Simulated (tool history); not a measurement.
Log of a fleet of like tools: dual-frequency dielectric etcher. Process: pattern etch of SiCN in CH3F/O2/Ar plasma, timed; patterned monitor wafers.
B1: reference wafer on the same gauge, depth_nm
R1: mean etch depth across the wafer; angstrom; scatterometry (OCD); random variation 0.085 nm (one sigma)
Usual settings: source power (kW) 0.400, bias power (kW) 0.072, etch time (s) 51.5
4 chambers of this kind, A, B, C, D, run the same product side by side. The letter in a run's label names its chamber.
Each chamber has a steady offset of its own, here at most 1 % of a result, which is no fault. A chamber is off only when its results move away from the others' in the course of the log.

run 1D hour=8.1 | source_power_(kW)=0.400 bias_power_(kW)=0.072 etch_time_(s)=51.5 | B1=18.819 | R1=193.45
run 2A hour=19.8 | source_power_(kW)=0.400 bias_power_(kW)=0.072 etch_time_(s)=51.5 | B1=18.793 | R1=193.33
run 3C hour=34.6 | source_power_(kW)=0.400 bias_power_(kW)=0.072 etch_time_(s)=51.5 | B1=18.770 | R1=195.41
run 4B hour=44.2 | source_power_(kW)=0.400 bias_power_(kW)=0.072 etch_time_(s)=51.5 | B1=18.808 | R1=192.05
run 5C hour=51.9 | source_power_(kW)=0.440 bias_power_(kW)=0.072 etch_time_(s)=43.0 | B1=18.806 | R1=166.77
-- hour=56.7 chamber B: wet clean of the chamber
run 6D hour=60.1 | source_power_(kW)=0.440 bias_power_(kW)=0.072 etch_time_(s)=43.0 | B1=18.796 | R1=166.23
run 7B hour=71.6 | source_power_(kW)=0.440 bias_power_(kW)=0.072 etch_time_(s)=43.0 | B1=18.818 | R1=167.34
run 8A hour=84.8 | source_power_(kW)=0.440 bias_power_(kW)=0.072 etch_time_(s)=43.0 | B1=18.815 | R1=169.03
run 9A hour=97.3 | source_power_(kW)=0.400 bias_power_(kW)=0.072 etch_time_(s)=51.5 | B1=18.803 | R1=193.16
-- hour=97.7 chamber A: source power generator calibrated
run 10B hour=110.8 | source_power_(kW)=0.400 bias_power_(kW)=0.072 etch_time_(s)=51.5 | B1=18.784 | R1=191.55
run 11D hour=122.1 | source_power_(kW)=0.400 bias_power_(kW)=0.072 etch_time_(s)=51.5 | B1=18.791 | R1=193.90
run 12C hour=135.8 | source_power_(kW)=0.470 bias_power_(kW)=0.072 etch_time_(s)=51.5 | B1=18.805 | R1=209.54
run 13C hour=146.7 | source_power_(kW)=0.470 bias_power_(kW)=0.072 etch_time_(s)=51.5 | B1=18.807 | R1=208.52
run 14B hour=157.1 | source_power_(kW)=0.470 bias_power_(kW)=0.072 etch_time_(s)=51.5 | B1=18.785 | R1=204.94
run 15D hour=164.3 | source_power_(kW)=0.470 bias_power_(kW)=0.072 etch_time_(s)=51.5 | B1=18.793 | R1=205.61
run 16A hour=178.3 | source_power_(kW)=0.460 bias_power_(kW)=0.072 etch_time_(s)=51.5 | B1=18.788 | R1=202.67
-- hour=188.4 chamber D: wet clean of the chamber
run 17A hour=188.9 | source_power_(kW)=0.460 bias_power_(kW)=0.072 etch_time_(s)=51.5 | B1=18.795 | R1=201.90
run 18D hour=197.6 | source_power_(kW)=0.460 bias_power_(kW)=0.072 etch_time_(s)=51.5 | B1=18.810 | R1=212.58
run 19C hour=206.3 | source_power_(kW)=0.460 bias_power_(kW)=0.072 etch_time_(s)=51.5 | B1=18.794 | R1=205.15
run 20B hour=215.0 | source_power_(kW)=0.400 bias_power_(kW)=0.072 etch_time_(s)=51.5 | B1=18.797 | R1=192.54
run 21C hour=227.6 | source_power_(kW)=0.400 bias_power_(kW)=0.072 etch_time_(s)=51.5 | B1=18.803 | R1=196.08
run 22D hour=236.9 | source_power_(kW)=0.400 bias_power_(kW)=0.072 etch_time_(s)=51.5 | B1=18.827 | R1=201.17
run 23A hour=247.1 | source_power_(kW)=0.350 bias_power_(kW)=0.072 etch_time_(s)=57.0 | B1=18.822 | R1=202.38
run 24B hour=255.9 | source_power_(kW)=0.350 bias_power_(kW)=0.072 etch_time_(s)=57.0 | B1=18.817 | R1=201.19
run 25C hour=270.6 | source_power_(kW)=0.350 bias_power_(kW)=0.072 etch_time_(s)=57.0 | B1=18.800 | R1=204.92
run 26B hour=279.1 | source_power_(kW)=0.350 bias_power_(kW)=0.072 etch_time_(s)=57.0 | B1=18.806 | R1=203.79
run 27D hour=289.6 | source_power_(kW)=0.400 bias_power_(kW)=0.072 etch_time_(s)=51.5 | B1=18.791 | R1=202.42
run 28A hour=300.5 | source_power_(kW)=0.400 bias_power_(kW)=0.072 etch_time_(s)=51.5 | B1=18.796 | R1=192.64
run 29C hour=308.5 | source_power_(kW)=0.400 bias_power_(kW)=0.072 etch_time_(s)=51.5 | B1=18.796 | R1=196.58
run 30B hour=320.0 | source_power_(kW)=0.430 bias_power_(kW)=0.062 etch_time_(s)=51.5 | B1=18.811 | R1=188.62

Is one chamber off against the others, does the gauge drift, or is nothing wrong? If a chamber is off, say which, and what the likeliest cause is.

A service left chamber D off against the others.
Cause: etch rate over this chamber's usual, % = 4.6.

Here are 4 candidates for chamber D's next run, each the usual settings with a change, their results left as question marks. Which one brings its results back in line with what the others give on the usual settings?
In line means no further than this from the other chambers' mean on the usual settings: R1 3.00 angstrom
run 31D-1 hour=331.9 | source_power_(kW)=0.400 bias_power_(kW)=0.072 etch_time_(s)=53.5 | R1=?
run 31D-2 hour=331.9 | source_power_(kW)=0.380 bias_power_(kW)=0.068 etch_time_(s)=51.5 | R1=?
run 31D-3 hour=331.9 | source_power_(kW)=0.390 bias_power_(kW)=0.072 etch_time_(s)=48.5 | R1=?
run 31D-4 hour=331.9 | source_power_(kW)=0.400 bias_power_(kW)=0.086 etch_time_(s)=51.5 | R1=?

The other chambers' mean on the usual settings: R1 193.75 angstrom
run=31D-1 R1=209.36
run=31D-2 R1=193.85
run=31D-3 R1=188.02
run=31D-4 R1=214.66
31D-2 brings the chamber back in line.

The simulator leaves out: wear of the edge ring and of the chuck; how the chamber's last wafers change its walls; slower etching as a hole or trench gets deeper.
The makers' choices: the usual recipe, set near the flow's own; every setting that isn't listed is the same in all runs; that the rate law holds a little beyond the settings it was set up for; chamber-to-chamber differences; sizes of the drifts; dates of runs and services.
